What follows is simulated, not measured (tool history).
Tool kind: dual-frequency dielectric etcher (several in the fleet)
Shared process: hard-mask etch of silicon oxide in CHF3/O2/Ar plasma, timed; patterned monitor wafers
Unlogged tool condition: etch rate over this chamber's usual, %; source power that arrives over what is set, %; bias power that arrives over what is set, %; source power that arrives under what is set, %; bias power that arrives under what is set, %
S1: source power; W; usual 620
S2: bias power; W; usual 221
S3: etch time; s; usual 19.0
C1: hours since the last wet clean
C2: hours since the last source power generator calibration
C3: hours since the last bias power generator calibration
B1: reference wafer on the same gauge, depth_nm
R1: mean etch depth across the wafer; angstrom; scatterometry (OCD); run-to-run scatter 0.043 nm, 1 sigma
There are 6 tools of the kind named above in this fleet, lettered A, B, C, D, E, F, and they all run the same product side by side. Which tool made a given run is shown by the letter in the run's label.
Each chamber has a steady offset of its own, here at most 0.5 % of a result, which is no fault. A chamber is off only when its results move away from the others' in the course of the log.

Run 1A, hour 2.9: usual settings; C1 155.3; C2 1090.9; C3 2726.2; B1 37.613. Result: R1 408.89 angstrom.
Run 2D, hour 5.8: usual settings; C1 386.4; C2 3360.1; C3 1482.6; B1 37.600. Result: R1 407.18 angstrom.
Run 3E, hour 9.8: usual settings; C1 365.8; C2 2707.6; C3 1106.1; B1 37.616. Result: R1 409.92 angstrom.
Run 4B, hour 14.9: usual settings; C1 367.7; C2 1169.9; C3 1376.4; B1 37.613. Result: R1 409.23 angstrom.
Run 5F, hour 18.8: usual settings; C1 175.7; C2 993.2; C3 736.4; B1 37.617. Result: R1 406.88 angstrom.
Run 6C, hour 21.7: usual settings; C1 56.1; C2 122.9; C3 700.9; B1 37.622. Result: R1 408.47 angstrom.
Run 7C, hour 26.9: usual settings; C1 61.3; C2 128.1; C3 706.1; B1 37.627. Result: R1 410.16 angstrom.
Run 8F, hour 32.1: usual settings; C1 189.0; C2 1006.5; C3 749.7; B1 37.624. Result: R1 406.45 angstrom.
Run 9E, hour 36.5: usual settings but S1 710 W; C1 392.5; C2 2734.3; C3 1132.8; B1 37.636. Result: R1 431.82 angstrom.
Run 10B, hour 39.3: usual settings but S1 710 W; C1 392.1; C2 1194.3; C3 1400.8; B1 37.645. Result: R1 431.37 angstrom.
At hour 41.1: chamber E: wet clean of the chamber.
Run 11D, hour 43.2: usual settings but S1 710 W; C1 423.8; C2 3397.5; C3 1520.0; B1 37.652. Result: R1 429.78 angstrom.
Run 12A, hour 47.8: usual settings but S1 710 W; C1 200.2; C2 1135.8; C3 2771.1; B1 37.647. Result: R1 431.12 angstrom.
Run 13F, hour 52.3: usual settings but S1 710 W; C1 209.2; C2 1026.7; C3 769.9; B1 37.662. Result: R1 427.47 angstrom.
Run 14A, hour 57.3: usual settings but S1 710 W; C1 209.7; C2 1145.3; C3 2780.6; B1 37.668. Result: R1 431.72 angstrom.
Run 15C, hour 59.9: usual settings; C1 94.3; C2 161.1; C3 739.1; B1 37.664. Result: R1 409.27 angstrom.
Run 16B, hour 63.7: usual settings; C1 416.5; C2 1218.7; C3 1425.2; B1 37.657. Result: R1 409.72 angstrom.
Run 17E, hour 69.2: usual settings; C1 28.2; C2 2767.0; C3 1165.5; B1 37.685. Result: R1 410.58 angstrom.
Run 18D, hour 74.2: usual settings; C1 454.8; C2 3428.5; C3 1551.0; B1 37.680. Result: R1 407.83 angstrom.
Run 19A, hour 78.6: usual settings; C1 231.0; C2 1166.6; C3 2801.9; B1 37.687. Result: R1 409.58 angstrom.
Run 20E, hour 81.4: usual settings; C1 40.4; C2 2779.2; C3 1177.7; B1 37.695. Result: R1 409.78 angstrom.
Run 21F, hour 85.4: usual settings but S1 520 W, S3 15.5 s; C1 242.3; C2 1059.8; C3 803.0; B1 37.690. Result: R1 311.34 angstrom.
Run 22B, hour 88.2: usual settings but S1 520 W, S3 15.5 s; C1 441.0; C2 1243.2; C3 1449.7; B1 37.685. Result: R1 313.77 angstrom.
Run 23C, hour 93.7: usual settings but S1 520 W, S3 15.5 s; C1 128.1; C2 194.9; C3 772.9; B1 37.703. Result: R1 312.51 angstrom.
Run 24D, hour 97.5: usual settings but S1 520 W, S3 15.5 s; C1 478.1; C2 3451.8; C3 1574.3; B1 37.708. Result: R1 311.19 angstrom.
Run 25D, hour 101.8: usual settings but S1 520 W, S3 15.5 s; C1 482.4; C2 3456.1; C3 1578.6; B1 37.716. Result: R1 311.24 angstrom.
Run 26A, hour 105.4: usual settings but S1 520 W, S3 15.5 s; C1 257.8; C2 1193.4; C3 2828.7; B1 37.719. Result: R1 313.55 angstrom.
Run 27F, hour 109.7: usual settings; C1 266.6; C2 1084.1; C3 827.3; B1 37.713. Result: R1 406.74 angstrom.
Run 28B, hour 112.5: usual settings; C1 465.3; C2 1267.5; C3 1474.0; B1 37.724. Result: R1 410.56 angstrom.
Run 29C, hour 116.1: usual settings; C1 150.5; C2 217.3; C3 795.3; B1 37.733. Result: R1 410.12 angstrom.
Run 30E, hour 119.4: usual settings; C1 78.4; C2 2817.2; C3 1215.7; B1 37.725. Result: R1 410.73 angstrom.
Run 31B, hour 122.7: usual settings; C1 475.5; C2 1277.7; C3 1484.2; B1 37.725. Result: R1 410.27 angstrom.
Run 32A, hour 125.6: usual settings; C1 278.0; C2 1213.6; C3 2848.9; B1 37.731. Result: R1 410.54 angstrom.
Run 33D, hour 130.0: usual settings but S1 720 W; C1 510.6; C2 3484.3; C3 1606.8; B1 37.739. Result: R1 433.75 angstrom.
Run 34F, hour 133.8: usual settings but S1 720 W; C1 290.7; C2 1108.2; C3 851.4; B1 37.730. Result: R1 431.29 angstrom.
Run 35C, hour 139.2: usual settings but S1 720 W; C1 173.6; C2 240.4; C3 818.4; B1 37.732. Result: R1 435.30 angstrom.
Run 36E, hour 142.7: usual settings but S1 720 W; C1 101.7; C2 2840.5; C3 1239.0; B1 37.742. Result: R1 434.91 angstrom.
Run 37F, hour 148.1: usual settings but S1 720 W; C1 305.0; C2 1122.5; C3 865.7; B1 37.756. Result: R1 432.28 angstrom.
Run 38C, hour 150.5: usual settings but S1 720 W; C1 184.9; C2 251.7; C3 829.7; B1 37.760. Result: R1 435.40 angstrom.

Predict what each chamber gives when all 6 of them run the settings below next.
Run 39A, hour 154.4: usual settings but S3 13.5 s. Result: R1 ?.
Run 39B, hour 154.4: usual settings but S3 13.5 s. Result: R1 ?.
Run 39C, hour 154.4: usual settings but S3 13.5 s. Result: R1 ?.
Run 39D, hour 154.4: usual settings but S3 13.5 s. Result: R1 ?.
Run 39E, hour 154.4: usual settings but S3 13.5 s. Result: R1 ?.
Run 39F, hour 154.4: usual settings but S3 13.5 s. Result: R1 ?.

run      R1
39A  291.76
39B  291.84
39C  291.93
39D  290.05
39E  292.26
39F  289.54
